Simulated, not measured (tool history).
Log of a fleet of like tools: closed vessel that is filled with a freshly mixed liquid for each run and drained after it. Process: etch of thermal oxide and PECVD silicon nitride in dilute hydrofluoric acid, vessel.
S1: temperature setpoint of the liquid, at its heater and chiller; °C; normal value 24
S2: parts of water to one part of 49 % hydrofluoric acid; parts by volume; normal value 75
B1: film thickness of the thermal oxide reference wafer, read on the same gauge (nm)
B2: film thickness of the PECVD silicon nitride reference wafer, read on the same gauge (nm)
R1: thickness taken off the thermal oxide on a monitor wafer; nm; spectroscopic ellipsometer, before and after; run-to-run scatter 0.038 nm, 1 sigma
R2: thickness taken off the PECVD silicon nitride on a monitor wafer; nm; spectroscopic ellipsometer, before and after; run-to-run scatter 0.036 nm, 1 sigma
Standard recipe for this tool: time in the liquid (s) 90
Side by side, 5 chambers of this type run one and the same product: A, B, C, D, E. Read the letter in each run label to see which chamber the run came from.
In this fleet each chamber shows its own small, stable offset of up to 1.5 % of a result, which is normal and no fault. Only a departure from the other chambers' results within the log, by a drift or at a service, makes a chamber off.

Run 1B, hour 9.3: usual settings; B1 99.968; B2 59.998. Result: R1 5.7124 nm, R2 2.5099 nm.
Run 2C, hour 18.9: usual settings; B1 100.02; B2 60.001. Result: R1 5.6892 nm, R2 2.5748 nm.
Run 3A, hour 31.5: usual settings; B1 99.975; B2 60.001. Result: R1 5.6817 nm, R2 2.574 nm.
At hour 36.8: chamber B: thermometer replaced.
Run 4D, hour 38.8: usual settings; B1 100.01; B2 60.002. Result: R1 5.7929 nm, R2 2.5255 nm.
Run 5E, hour 53.8: usual settings; B1 100.02; B2 60.03. Result: R1 5.6858 nm, R2 2.5554 nm.
Run 6B, hour 63.5: usual settings; B1 100.01; B2 59.988. Result: R1 5.7275 nm, R2 2.598 nm.
At hour 69.9: chamber D: hydrofluoric acid flow meter replaced.
Run 7D, hour 79.9: usual settings; B1 100.01; B2 59.991. Result: R1 5.7065 nm, R2 2.5405 nm.
Run 8E, hour 96.4: usual settings; B1 100.01; B2 59.968. Result: R1 5.6568 nm, R2 2.5546 nm.
Run 9A, hour 112.1: usual settings; B1 100.02; B2 60. Result: R1 5.7576 nm, R2 2.585 nm.
Run 10C, hour 120.3: usual settings but S1 25.5 °C; B1 99.992; B2 59.998. Result: R1 6.083 nm, R2 2.7621 nm.
Run 11D, hour 131.2: usual settings but S1 25.5 °C; B1 99.983; B2 60.01. Result: R1 6.0398 nm, R2 2.8637 nm.
Run 12B, hour 143.8: usual settings but S1 25.5 °C; B1 100; B2 59.995. Result: R1 6.0967 nm, R2 2.7987 nm.
Run 13E, hour 153: usual settings but S1 25.5 °C; B1 99.98; B2 59.998. Result: R1 6.0819 nm, R2 2.8626 nm.
Run 14C, hour 162.9: usual settings but S1 25.5 °C; B1 99.976; B2 59.991. Result: R1 6.0704 nm, R2 2.803 nm.
Run 15A, hour 174.4: usual settings; B1 99.97; B2 59.998. Result: R1 5.7246 nm, R2 2.5329 nm.
Run 16B, hour 188.8: usual settings but S1 20 °C, time in the liquid (s) 65; B1 99.983; B2 60.006. Result: R1 3.5273 nm, R2 1.3807 nm.
Run 17C, hour 201.7: usual settings but S1 20 °C, time in the liquid (s) 65; B1 100.02; B2 60.013. Result: R1 3.5381 nm, R2 1.4169 nm.
Run 18E, hour 213.9: usual settings but S1 20 °C, time in the liquid (s) 65; B1 100.03; B2 59.997. Result: R1 3.5272 nm, R2 1.432 nm.
Run 19A, hour 229.6: usual settings but S1 20 °C, time in the liquid (s) 65; B1 99.99; B2 60.022. Result: R1 3.4935 nm, R2 1.3964 nm.
Run 20D, hour 237.8: usual settings but S1 20 °C, time in the liquid (s) 65; B1 99.994; B2 60.018. Result: R1 3.5155 nm, R2 1.4387 nm.
At hour 245.7: chamber A: hydrofluoric acid flow meter replaced.
Run 21C, hour 251.7: usual settings; B1 100.01; B2 60.005. Result: R1 5.7006 nm, R2 2.6102 nm.
Run 22B, hour 259.3: usual settings but S1 19.5 °C, S2 115 parts by volume; B1 99.976; B2 60.008. Result: R1 2.9785 nm, R2 1.2384 nm.
Run 23E, hour 272: usual settings but S1 19.5 °C, S2 115 parts by volume; B1 99.983; B2 59.996. Result: R1 2.9968 nm, R2 1.2273 nm.
Run 24A, hour 282.5: usual settings but S1 19.5 °C, S2 115 parts by volume; B1 99.991; B2 60.003. Result: R1 2.9408 nm, R2 1.245 nm.
Run 25D, hour 299.1: usual settings but S1 19.5 °C, S2 115 parts by volume; B1 100; B2 60.017. Result: R1 2.9535 nm, R2 1.2477 nm.
Run 26A, hour 312.4: usual settings but S1 19.5 °C, S2 115 parts by volume; B1 100.02; B2 60.006. Result: R1 2.9356 nm, R2 1.2724 nm.
Run 27B, hour 326.1: usual settings; B1 100.05; B2 59.988. Result: R1 5.7448 nm, R2 2.6314 nm.
Run 28C, hour 335.5: usual settings; B1 100.04; B2 59.983. Result: R1 5.7784 nm, R2 2.5763 nm.
Run 29D, hour 347.7: usual settings; B1 100; B2 59.991. Result: R1 5.7009 nm, R2 2.5724 nm.
Run 30E, hour 363.4: usual settings; B1 100; B2 59.998. Result: R1 5.7315 nm, R2 2.5193 nm.
Run 31D, hour 372.7: usual settings; B1 99.981; B2 60. Result: R1 5.785 nm, R2 2.5438 nm.
Run 32B, hour 387.4: usual settings; B1 100; B2 60. Result: R1 5.7761 nm, R2 2.4659 nm.
Run 33C, hour 403.5: usual settings; B1 99.991; B2 59.997. Result: R1 5.712 nm, R2 2.5401 nm.
Run 34E, hour 420: usual settings; B1 100; B2 60.009. Result: R1 5.7343 nm, R2 2.5062 nm.
Run 35A, hour 436.5: usual settings; B1 100.01; B2 59.997. Result: R1 5.7222 nm, R2 2.5079 nm.
Run 36A, hour 444.3: usual settings but S1 22 °C; B1 99.988; B2 59.988. Result: R1 5.213 nm, R2 2.2426 nm.
Run 37D, hour 460: usual settings but S1 22 °C; B1 100.01; B2 60.001. Result: R1 5.2826 nm, R2 2.2464 nm.
Run 38B, hour 470.5: usual settings but S1 22 °C; B1 99.975; B2 59.994. Result: R1 5.3103 nm, R2 2.2428 nm.

Predict what each chamber gives when all 5 of them run the settings below next.
Run 39A, hour 482.4: usual settings but S1 22 °C. Result: R1 ?, R2 ?.
Run 39B, hour 482.4: usual settings but S1 22 °C. Result: R1 ?, R2 ?.
Run 39C, hour 482.4: usual settings but S1 22 °C. Result: R1 ?, R2 ?.
Run 39D, hour 482.4: usual settings but S1 22 °C. Result: R1 ?, R2 ?.
Run 39E, hour 482.4: usual settings but S1 22 °C. Result: R1 ?, R2 ?.

run      R1      R2
39A  5.2706  2.2712
39B  5.2741  2.2072
39C  5.3175  2.2312
39D  5.2609  2.1947
39E  5.2567  2.2304
